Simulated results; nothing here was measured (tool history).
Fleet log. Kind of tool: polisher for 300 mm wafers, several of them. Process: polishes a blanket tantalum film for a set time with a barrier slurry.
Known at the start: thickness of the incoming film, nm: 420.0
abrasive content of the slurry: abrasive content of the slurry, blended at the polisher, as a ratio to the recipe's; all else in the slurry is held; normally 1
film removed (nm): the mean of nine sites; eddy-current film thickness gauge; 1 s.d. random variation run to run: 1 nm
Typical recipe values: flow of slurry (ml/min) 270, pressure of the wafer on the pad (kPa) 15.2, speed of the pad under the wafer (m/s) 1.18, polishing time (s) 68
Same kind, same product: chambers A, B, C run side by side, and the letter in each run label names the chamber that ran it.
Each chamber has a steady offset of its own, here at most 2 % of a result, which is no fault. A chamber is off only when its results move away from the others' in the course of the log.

| run | hour | flow of slurry (ml/min) | pressure of the wafer on the pad (kPa) | speed of the pad under the wafer (m/s) | abrasive content of the slurry | polishing time (s) | wafers polished on this pad | hours since the slurry nozzle was cleaned | hours since the head pressure was calibrated | hours since the slurry blender was calibrated | film removed (nm) |
|---|---|---|---|---|---|---|---|---|---|---|---|
| 1A | 5 | 270 | 15.2 | 1.18 | 1 | 68 | 449 | 225.7 | 828.8 | 142.8 | 127.16 |
|  | 7.5 | chamber A: slurry nozzle cleaned |
| 2C | 13.2 | 270 | 15.2 | 1.18 | 1 | 68 | 1085 | 601.2 | 328.6 | 43.8 | 129.03 |
| 3B | 22.1 | 270 | 15.2 | 1.18 | 1 | 68 | 480 | 127.9 | 421.2 | 105.3 | 128.4 |
| 4C | 29.7 | 270 | 15.2 | 1.18 | 1 | 68 | 1211 | 617.7 | 345.1 | 60.3 | 128.93 |
|  | 29.9 | chamber C: worn pad replaced by a new one |
| 5A | 34.3 | 270 | 15.2 | 1.18 | 1 | 68 | 671 | 26.9 | 858.1 | 172.1 | 125.24 |
| 6B | 40.2 | 270 | 15.2 | 1.18 | 1 | 68 | 617 | 146 | 439.3 | 123.4 | 129.91 |
| 7A | 47 | 270 | 15.2 | 1.18 | 1 | 68 | 768 | 39.6 | 870.8 | 184.8 | 124.96 |
| 8C | 53.6 | 270 | 15.2 | 1.18 | 1 | 68 | 180 | 641.6 | 369 | 84.2 | 127.77 |
| 9B | 60.8 | 270 | 15.2 | 1.18 | 1 | 68 | 773 | 166.6 | 459.9 | 144 | 127.43 |
|  | 63 | chamber C: slurry nozzle cleaned |
| 10C | 66 | 270 | 15.2 | 1.18 | 1 | 68 | 274 | 3 | 381.4 | 96.6 | 127.82 |
| 11B | 73.5 | 270 | 15.2 | 1.18 | 1 | 68 | 870 | 179.3 | 472.6 | 156.7 | 127.37 |
| 12A | 79.1 | 270 | 15.2 | 1.18 | 1 | 68 | 1011 | 71.7 | 902.9 | 216.9 | 126.47 |
|  | 84.1 | chamber C: slurry blender recalibrated |
| 13C | 85.5 | 270 | 15.2 | 1.18 | 1 | 68 | 422 | 22.5 | 400.9 | 1.5 | 126.89 |
| 14A | 90.9 | 270 | 15.2 | 1.18 | 1 | 68 | 1101 | 83.5 | 914.7 | 228.7 | 125.46 |
| 15B | 95.4 | 270 | 15.2 | 1.18 | 1 | 68 | 1036 | 201.2 | 494.5 | 178.6 | 128.99 |
| 16C | 101.8 | 270 | 15.2 | 1.18 | 1 | 68 | 546 | 38.8 | 417.2 | 17.8 | 127.98 |
| 17A | 109.6 | 270 | 15.2 | 1.18 | 1 | 68 | 1243 | 102.2 | 933.4 | 247.4 | 127.15 |
|  | 113.1 | chamber B: head pressure recalibrated |
| 18B | 116.4 | 270 | 15.2 | 1.18 | 1 | 68 | 1195 | 222.2 | 3.4 | 199.6 | 121.22 |
| 19B | 124.4 | 270 | 15.2 | 1.18 | 1.2 | 60 | 1256 | 230.2 | 11.4 | 207.6 | 113.02 |
| 20C | 129.2 | 270 | 15.2 | 1.18 | 1.2 | 60 | 754 | 66.2 | 444.6 | 45.2 | 117.66 |
|  | 134.1 | chamber B: slurry blender recalibrated |
| 21A | 136.8 | 270 | 15.2 | 1.18 | 1.2 | 60 | 1449 | 129.4 | 960.6 | 274.6 | 115.19 |
|  | 138.9 | chamber A: head pressure recalibrated |
| 22A | 144.7 | 270 | 15.2 | 1.18 | 1 | 68 | 1509 | 137.3 | 5.8 | 282.5 | 127.36 |
|  | 145.6 | chamber A: worn pad replaced by a new one |
| 23B | 149.2 | 355 | 15.2 | 1.18 | 1 | 68 | 1444 | 255 | 36.2 | 15.1 | 125.18 |
| 24C | 156.8 | 355 | 15.2 | 1.18 | 1 | 68 | 963 | 93.8 | 472.2 | 72.8 | 130.59 |
| 25C | 162.2 | 355 | 15.2 | 1.18 | 1 | 68 | 1004 | 99.2 | 477.6 | 78.2 | 133.34 |
|  | 163.7 | chamber B: worn pad replaced by a new one |
| 26B | 169.5 | 270 | 15.2 | 1.18 | 1 | 68 | 44 | 275.3 | 56.5 | 35.4 | 121.64 |
|  | 175.8 | chamber C: worn pad replaced by a new one |
| 27A | 177.1 | 270 | 15.2 | 1.18 | 1.25 | 68 | 239 | 169.7 | 38.2 | 314.9 | 135.98 |
| 28A | 183.5 | 270 | 15.2 | 1.18 | 1.25 | 68 | 287 | 176.1 | 44.6 | 321.3 | 134.09 |
| 29B | 191.3 | 270 | 15.2 | 1.18 | 1.25 | 68 | 210 | 297.1 | 78.3 | 57.2 | 127.81 |
| 30C | 199.7 | 270 | 15.2 | 1.18 | 1 | 68 | 181 | 136.7 | 515.1 | 115.7 | 128.1 |
| 31C | 206.6 | 270 | 15.2 | 1.18 | 1 | 68 | 233 | 143.6 | 522 | 122.6 | 128.73 |
|  | 208.4 | chamber C: slurry blender recalibrated |
| 32B | 212.3 | 270 | 15.2 | 1.18 | 1 | 68 | 369 | 318.1 | 99.3 | 78.2 | 124.09 |
| 33A | 219 | 270 | 15.2 | 1.18 | 1 | 68 | 557 | 211.6 | 80.1 | 356.8 | 123.94 |
| 34C | 225.2 | 270 | 15.2 | 1.18 | 1 | 68 | 375 | 162.2 | 540.6 | 16.8 | 127.98 |
|  | 225.4 | chamber A: slurry nozzle cleaned |
| 35A | 229.5 | 270 | 15.2 | 1.18 | 1 | 68 | 636 | 4.2 | 90.6 | 367.3 | 126.46 |
| 36B | 233.8 | 270 | 15.2 | 1.18 | 1 | 68 | 532 | 339.6 | 120.8 | 99.7 | 122.22 |
| 37C | 242.6 | 270 | 15.2 | 1.18 | 1 | 68 | 507 | 179.6 | 558 | 34.2 | 127.02 |

Next, every chamber runs the same settings. What will each give?
| 38A | 249 | 270 | 11 | 1.18 | 1 | 68 |  |  |  |  | ? |
| 38B | 249 | 270 | 11 | 1.18 | 1 | 68 |  |  |  |  | ? |
| 38C | 249 | 270 | 11 | 1.18 | 1 | 68 |  |  |  |  | ? |

| run | film removed (nm) |
|---|---|
| 38A | 92.199 |
| 38B | 88.398 |
| 38C | 93.461 |
